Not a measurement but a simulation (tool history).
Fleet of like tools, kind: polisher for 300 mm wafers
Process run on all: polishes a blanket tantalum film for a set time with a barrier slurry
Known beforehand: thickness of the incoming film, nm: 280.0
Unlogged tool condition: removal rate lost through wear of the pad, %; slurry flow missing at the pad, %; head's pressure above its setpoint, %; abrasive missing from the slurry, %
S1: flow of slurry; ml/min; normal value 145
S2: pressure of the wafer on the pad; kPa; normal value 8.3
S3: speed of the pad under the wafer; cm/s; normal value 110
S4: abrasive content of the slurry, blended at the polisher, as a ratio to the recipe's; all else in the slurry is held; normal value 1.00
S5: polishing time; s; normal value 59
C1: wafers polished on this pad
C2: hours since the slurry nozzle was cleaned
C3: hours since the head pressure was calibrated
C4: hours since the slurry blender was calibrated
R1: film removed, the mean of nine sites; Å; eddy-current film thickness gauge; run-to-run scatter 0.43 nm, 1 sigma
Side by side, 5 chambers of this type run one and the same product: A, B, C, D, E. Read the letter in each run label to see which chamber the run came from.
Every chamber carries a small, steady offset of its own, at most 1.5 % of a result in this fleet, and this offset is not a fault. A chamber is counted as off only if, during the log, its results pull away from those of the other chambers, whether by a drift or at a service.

| run | hour | S1 | S2 | S3 | S4 | S5 | C1 | C2 | C3 | C4 | R1 |
|---|---|---|---|---|---|---|---|---|---|---|---|
|  | 7.7 | chamber B: worn pad replaced by a new one |
| 1A | 8.4 | 145 | 8.3 | 110 | 1.00 | 59 | 628 | 99.7 | 255.8 | 172.2 | 541.68 |
| 2C | 15.2 | 145 | 8.3 | 110 | 1.00 | 59 | 1253 | 302.8 | 159.8 | 159.0 | 541.63 |
|  | 18.7 | chamber C: worn pad replaced by a new one |
|  | 19.7 | chamber E: head pressure recalibrated |
| 3E | 23.7 | 145 | 8.3 | 110 | 1.00 | 59 | 1040 | 344.9 | 4.1 | 49.6 | 544.83 |
| 4B | 32.0 | 145 | 8.3 | 110 | 1.00 | 59 | 240 | 258.0 | 1000.9 | 196.5 | 546.33 |
| 5D | 38.5 | 145 | 8.3 | 110 | 1.00 | 59 | 823 | 478.4 | 330.0 | 367.7 | 542.96 |
|  | 40.8 | chamber D: slurry blender recalibrated |
|  | 41.2 | chamber E: worn pad replaced by a new one |
|  | 43.2 | chamber A: worn pad replaced by a new one |
| 6A | 46.5 | 145 | 8.3 | 96 | 1.25 | 59 | 32 | 137.8 | 293.9 | 210.3 | 505.78 |
|  | 50.2 | chamber A: slurry blender recalibrated |
| 7E | 56.5 | 145 | 8.3 | 96 | 1.25 | 59 | 151 | 377.7 | 36.9 | 82.4 | 505.08 |
| 8D | 62.1 | 145 | 8.3 | 96 | 1.25 | 59 | 1056 | 502.0 | 353.6 | 21.3 | 496.97 |
| 9B | 70.2 | 145 | 8.3 | 96 | 1.25 | 59 | 618 | 296.2 | 1039.1 | 234.7 | 508.69 |
| 10C | 75.0 | 145 | 8.3 | 96 | 1.25 | 59 | 556 | 362.6 | 219.6 | 218.8 | 499.37 |
|  | 79.1 | chamber D: worn pad replaced by a new one |
| 11C | 85.1 | 145 | 8.3 | 110 | 1.00 | 59 | 656 | 372.7 | 229.7 | 228.9 | 534.69 |
|  | 90.6 | chamber E: slurry blender recalibrated |
| 12E | 94.2 | 145 | 8.3 | 110 | 1.00 | 59 | 524 | 415.4 | 74.6 | 3.7 | 541.47 |
| 13D | 99.0 | 145 | 9.7 | 86 | 1.00 | 59 | 197 | 538.9 | 390.5 | 58.2 | 498.62 |
| 14B | 104.8 | 145 | 9.7 | 86 | 1.00 | 59 | 960 | 330.8 | 1073.7 | 269.3 | 495.19 |
|  | 108.5 | chamber B: worn pad replaced by a new one |
| 15A | 112.6 | 145 | 9.7 | 86 | 1.00 | 59 | 686 | 203.9 | 360.0 | 62.5 | 489.61 |
| 16A | 117.2 | 145 | 9.7 | 86 | 1.00 | 59 | 731 | 208.5 | 364.6 | 67.1 | 495.65 |
|  | 119.7 | chamber B: slurry nozzle cleaned |
| 17E | 123.1 | 145 | 9.7 | 86 | 1.00 | 59 | 809 | 444.3 | 103.5 | 32.6 | 489.51 |
| 18D | 131.2 | 145 | 8.3 | 98 | 1.00 | 59 | 515 | 571.1 | 422.7 | 90.4 | 483.49 |
| 19C | 137.8 | 145 | 8.3 | 98 | 1.00 | 59 | 1177 | 425.4 | 282.4 | 281.6 | 467.57 |
|  | 140.0 | chamber E: worn pad replaced by a new one |
|  | 143.0 | chamber C: worn pad replaced by a new one |
| 20B | 145.6 | 145 | 8.3 | 98 | 1.00 | 59 | 367 | 25.9 | 1114.5 | 310.1 | 491.75 |
|  | 147.6 | chamber A: worn pad replaced by a new one |
| 21A | 152.6 | 145 | 8.3 | 98 | 1.00 | 59 | 50 | 243.9 | 400.0 | 102.5 | 487.05 |
| 22B | 159.1 | 145 | 8.3 | 98 | 1.00 | 59 | 501 | 39.4 | 1128.0 | 323.6 | 481.71 |
|  | 161.4 | chamber A: slurry nozzle cleaned |
| 23C | 165.7 | 145 | 8.3 | 110 | 1.00 | 59 | 225 | 453.3 | 310.3 | 309.5 | 516.13 |
| 24D | 174.4 | 145 | 8.3 | 110 | 1.00 | 59 | 942 | 614.3 | 465.9 | 133.6 | 547.04 |
| 25E | 183.9 | 145 | 8.3 | 110 | 1.00 | 59 | 434 | 505.1 | 164.3 | 93.4 | 546.24 |
|  | 187.0 | chamber B: worn pad replaced by a new one |
|  | 187.2 | chamber D: slurry nozzle cleaned |
| 26E | 191.5 | 145 | 8.3 | 110 | 1.00 | 59 | 509 | 512.7 | 171.9 | 101.0 | 538.73 |
| 27B | 196.3 | 145 | 8.3 | 110 | 1.00 | 59 | 92 | 76.6 | 1165.2 | 360.8 | 552.93 |
| 28D | 203.7 | 165 | 8.3 | 110 | 1.00 | 59 | 1232 | 16.5 | 495.2 | 162.9 | 549.19 |
|  | 208.2 | chamber D: worn pad replaced by a new one |
|  | 212.3 | chamber E: slurry blender recalibrated |
| 29C | 212.5 | 165 | 8.3 | 110 | 1.00 | 59 | 687 | 500.1 | 357.1 | 356.3 | 516.91 |
| 30A | 218.8 | 165 | 8.3 | 110 | 1.00 | 59 | 704 | 57.5 | 466.2 | 168.7 | 553.78 |
| 31A | 225.5 | 165 | 8.3 | 110 | 1.00 | 59 | 770 | 64.2 | 472.9 | 175.4 | 565.04 |
| 32B | 234.7 | 165 | 8.3 | 110 | 1.00 | 59 | 471 | 115.0 | 1203.6 | 399.2 | 558.31 |
|  | 236.6 | chamber B: slurry blender recalibrated |
|  | 237.5 | chamber A: worn pad replaced by a new one |
| 33E | 239.3 | 145 | 6.9 | 110 | 1.00 | 70 | 981 | 560.5 | 219.7 | 27.0 | 532.45 |
|  | 243.1 | chamber C: slurry nozzle cleaned |
| 34D | 244.8 | 145 | 6.9 | 110 | 1.00 | 70 | 362 | 57.6 | 536.3 | 204.0 | 536.71 |
|  | 247.6 | chamber E: worn pad replaced by a new one |
| 35C | 252.9 | 145 | 6.9 | 110 | 1.00 | 70 | 1087 | 9.9 | 397.5 | 396.7 | 488.97 |
| 36B | 259.4 | 145 | 6.9 | 110 | 1.00 | 70 | 715 | 139.7 | 1228.3 | 22.8 | 545.76 |
|  | 262.0 | chamber A: slurry blender recalibrated |
| 37E | 265.1 | 145 | 6.9 | 110 | 1.00 | 70 | 173 | 586.3 | 245.5 | 52.8 | 538.57 |
| 38A | 272.9 | 145 | 8.3 | 110 | 1.00 | 59 | 350 | 111.6 | 520.3 | 10.9 | 535.03 |
|  | 277.5 | chamber C: worn pad replaced by a new one |
| 39C | 281.3 | 145 | 8.3 | 110 | 1.00 | 59 | 37 | 38.3 | 425.9 | 425.1 | 484.26 |
| 40D | 286.5 | 145 | 8.3 | 110 | 1.00 | 59 | 774 | 99.3 | 578.0 | 245.7 | 540.56 |

The same settings go to every chamber for the next run, one line per chamber below. Forecast the results for each:
| 41A | 293.9 | 145 | 9.0 | 110 | 1.00 | 59 |  |  |  |  | ? |
| 41B | 293.9 | 145 | 9.0 | 110 | 1.00 | 59 |  |  |  |  | ? |
| 41C | 293.9 | 145 | 9.0 | 110 | 1.00 | 59 |  |  |  |  | ? |
| 41D | 293.9 | 145 | 9.0 | 110 | 1.00 | 59 |  |  |  |  | ? |
| 41E | 293.9 | 145 | 9.0 | 110 | 1.00 | 59 |  |  |  |  | ? |

| run | R1 |
|---|---|
| 41A | 591.75 |
| 41B | 590.14 |
| 41C | 517.64 |
| 41D | 581.38 |
| 41E | 584.91 |
